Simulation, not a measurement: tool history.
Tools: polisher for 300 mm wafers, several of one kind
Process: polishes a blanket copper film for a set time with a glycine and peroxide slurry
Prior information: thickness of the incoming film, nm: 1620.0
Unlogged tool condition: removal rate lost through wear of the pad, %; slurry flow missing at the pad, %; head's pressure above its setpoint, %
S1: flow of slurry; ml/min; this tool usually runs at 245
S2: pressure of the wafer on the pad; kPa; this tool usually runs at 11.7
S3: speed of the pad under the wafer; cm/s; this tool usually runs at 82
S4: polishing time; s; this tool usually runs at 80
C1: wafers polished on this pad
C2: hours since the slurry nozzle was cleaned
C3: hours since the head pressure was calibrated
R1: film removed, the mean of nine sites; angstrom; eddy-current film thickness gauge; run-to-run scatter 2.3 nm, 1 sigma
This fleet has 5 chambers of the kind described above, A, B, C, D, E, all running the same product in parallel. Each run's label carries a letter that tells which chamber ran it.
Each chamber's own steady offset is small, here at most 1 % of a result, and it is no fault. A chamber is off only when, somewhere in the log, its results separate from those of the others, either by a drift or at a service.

| run | hour | S1 | S2 | S3 | S4 | C1 | C2 | C3 | R1 |
|---|---|---|---|---|---|---|---|---|---|
| 1B | 8.2 | 245 | 11.7 | 82 | 80 | 856 | 204.8 | 280.2 | 2182.2 |
|  | 9.2 | chamber C: worn pad replaced by a new one |
| 2C | 16.2 | 245 | 11.7 | 82 | 80 | 70 | 80.1 | 261.4 | 2166.8 |
| 3A | 26.9 | 245 | 11.7 | 82 | 80 | 959 | 501.6 | 139.7 | 2128 |
| 4E | 39.7 | 245 | 11.7 | 82 | 80 | 879 | 297.6 | 198 | 2212.9 |
| 5D | 46.6 | 245 | 10.3 | 82 | 60 | 788 | 112.3 | 600.6 | 1542.1 |
| 6B | 53.4 | 245 | 10.3 | 82 | 60 | 1307 | 250 | 325.4 | 1523.6 |
|  | 55.1 | chamber A: worn pad replaced by a new one |
|  | 60.8 | chamber D: worn pad replaced by a new one |
| 7C | 61.7 | 245 | 10.3 | 82 | 60 | 524 | 125.6 | 306.9 | 1494.5 |
|  | 67 | chamber B: head pressure recalibrated |
| 8D | 68.4 | 245 | 10.3 | 82 | 60 | 76 | 134.1 | 622.4 | 1551 |
| 9E | 77.3 | 245 | 10.3 | 82 | 60 | 1254 | 335.2 | 235.6 | 1509.7 |
|  | 79.4 | chamber C: worn pad replaced by a new one |
| 10A | 88.8 | 245 | 11.7 | 82 | 80 | 336 | 563.5 | 201.6 | 2217 |
| 11E | 95.6 | 245 | 7.6 | 54 | 80 | 1437 | 353.5 | 253.9 | 1312.6 |
| 12B | 110.2 | 245 | 7.6 | 54 | 80 | 1873 | 306.8 | 43.2 | 1250.4 |
|  | 111.7 | chamber E: worn pad replaced by a new one |
| 13D | 123.1 | 245 | 7.6 | 54 | 80 | 621 | 188.8 | 677.1 | 1296.7 |
| 14A | 134.7 | 245 | 7.6 | 54 | 80 | 794 | 609.4 | 247.5 | 1290.5 |
| 15C | 141.1 | 245 | 7.6 | 54 | 80 | 615 | 205 | 386.3 | 1274.2 |
|  | 142.2 | chamber C: worn pad replaced by a new one |
| 16C | 152.6 | 245 | 9.7 | 82 | 80 | 104 | 216.5 | 397.8 | 1879.4 |
|  | 161.8 | chamber D: worn pad replaced by a new one |
| 17B | 164.4 | 245 | 9.7 | 82 | 80 | 2414 | 361 | 97.4 | 1827.8 |
|  | 170.2 | chamber A: worn pad replaced by a new one |
| 18E | 171.9 | 245 | 9.7 | 82 | 80 | 600 | 429.8 | 330.2 | 1961.5 |
| 19D | 183.8 | 245 | 9.7 | 82 | 80 | 219 | 249.5 | 737.8 | 1933.7 |
| 20A | 191.3 | 245 | 9.7 | 82 | 80 | 210 | 666 | 304.1 | 1909.2 |
| 21A | 205.9 | 245 | 11.7 | 82 | 80 | 355 | 680.6 | 318.7 | 2219.4 |
|  | 214.1 | chamber C: slurry nozzle cleaned |
| 22D | 216.3 | 245 | 11.7 | 82 | 66 | 543 | 282 | 770.3 | 1827 |
|  | 221.7 | chamber C: worn pad replaced by a new one |
|  | 222.4 | chamber D: head pressure recalibrated |
| 23C | 224.2 | 245 | 11.7 | 82 | 66 | 25 | 10.1 | 469.4 | 1800.2 |
|  | 227.8 | chamber B: slurry nozzle cleaned |
|  | 233.9 | chamber E: worn pad replaced by a new one |
| 24E | 237.7 | 245 | 11.7 | 82 | 66 | 38 | 495.6 | 396 | 1833.8 |
|  | 247.3 | chamber A: head pressure recalibrated |
| 25B | 251.1 | 245 | 11.7 | 82 | 66 | 3278 | 23.4 | 184.1 | 1691 |
|  | 256.8 | chamber D: worn pad replaced by a new one |
| 26D | 261.6 | 245 | 11.7 | 82 | 66 | 47 | 327.3 | 39.2 | 1813.9 |
|  | 264.5 | chamber A: worn pad replaced by a new one |
| 27C | 274.4 | 245 | 11.7 | 82 | 80 | 525 | 60.3 | 519.6 | 2179.3 |
| 28E | 283.7 | 245 | 11.7 | 82 | 80 | 496 | 541.6 | 442 | 2198.8 |
|  | 293.1 | chamber A: slurry nozzle cleaned |
| 29A | 293.8 | 245 | 11.7 | 82 | 80 | 292 | 0.7 | 46.6 | 2221.1 |
| 30B | 301.2 | 245 | 11.7 | 82 | 80 | 3778 | 73.5 | 234.2 | 2006.2 |
|  | 312.9 | chamber E: head pressure recalibrated |
| 31B | 314.2 | 245 | 11.7 | 82 | 80 | 3907 | 86.5 | 247.2 | 2008.1 |
| 32E | 327.3 | 245 | 11.7 | 82 | 80 | 931 | 585.2 | 14.5 | 2192.5 |
| 33D | 340 | 245 | 11.7 | 82 | 80 | 829 | 405.7 | 117.6 | 2183 |
| 34A | 348.1 | 245 | 11.7 | 82 | 80 | 833 | 55 | 100.9 | 2172.9 |

Which is it: a chamber that has drifted or been left off by a service, a gauge drift common to all chambers, or only each chamber's usual small offset? If a chamber is off, name it and its likeliest cause.

Little by little, chamber B moves away from the other chambers.
What lies behind it: removal rate lost through wear of the pad, % = 9.77.

Below are 4 candidate recipes for chamber B's next run, each the usual settings with a change, their results shown as question marks. Which of them brings B's results back in line with what the other chambers give on the usual settings?
Allowed miss from the other chambers' usual-settings mean, per result, to count as in line: R1 82 angstrom
| 35B-1 | 358.5 | 245 | 11 | 82 | 75 |  |  |  | ? |
| 35B-2 | 358.5 | 245 | 12.4 | 84 | 84 |  |  |  | ? |
| 35B-3 | 358.5 | 245 | 11 | 82 | 80 |  |  |  | ? |
| 35B-4 | 358.5 | 245 | 11.7 | 84 | 80 |  |  |  | ? |

On the usual settings, the other chambers give on average: R1 2188.8 angstrom
| run | R1 |
|---|---|
| 35B-1 | 1780.2 |
| 35B-2 | 2204.6 |
| 35B-3 | 1898.9 |
| 35B-4 | 2015 |
The answer is 35B-2, which returns the chamber to within the allowed miss of the others.
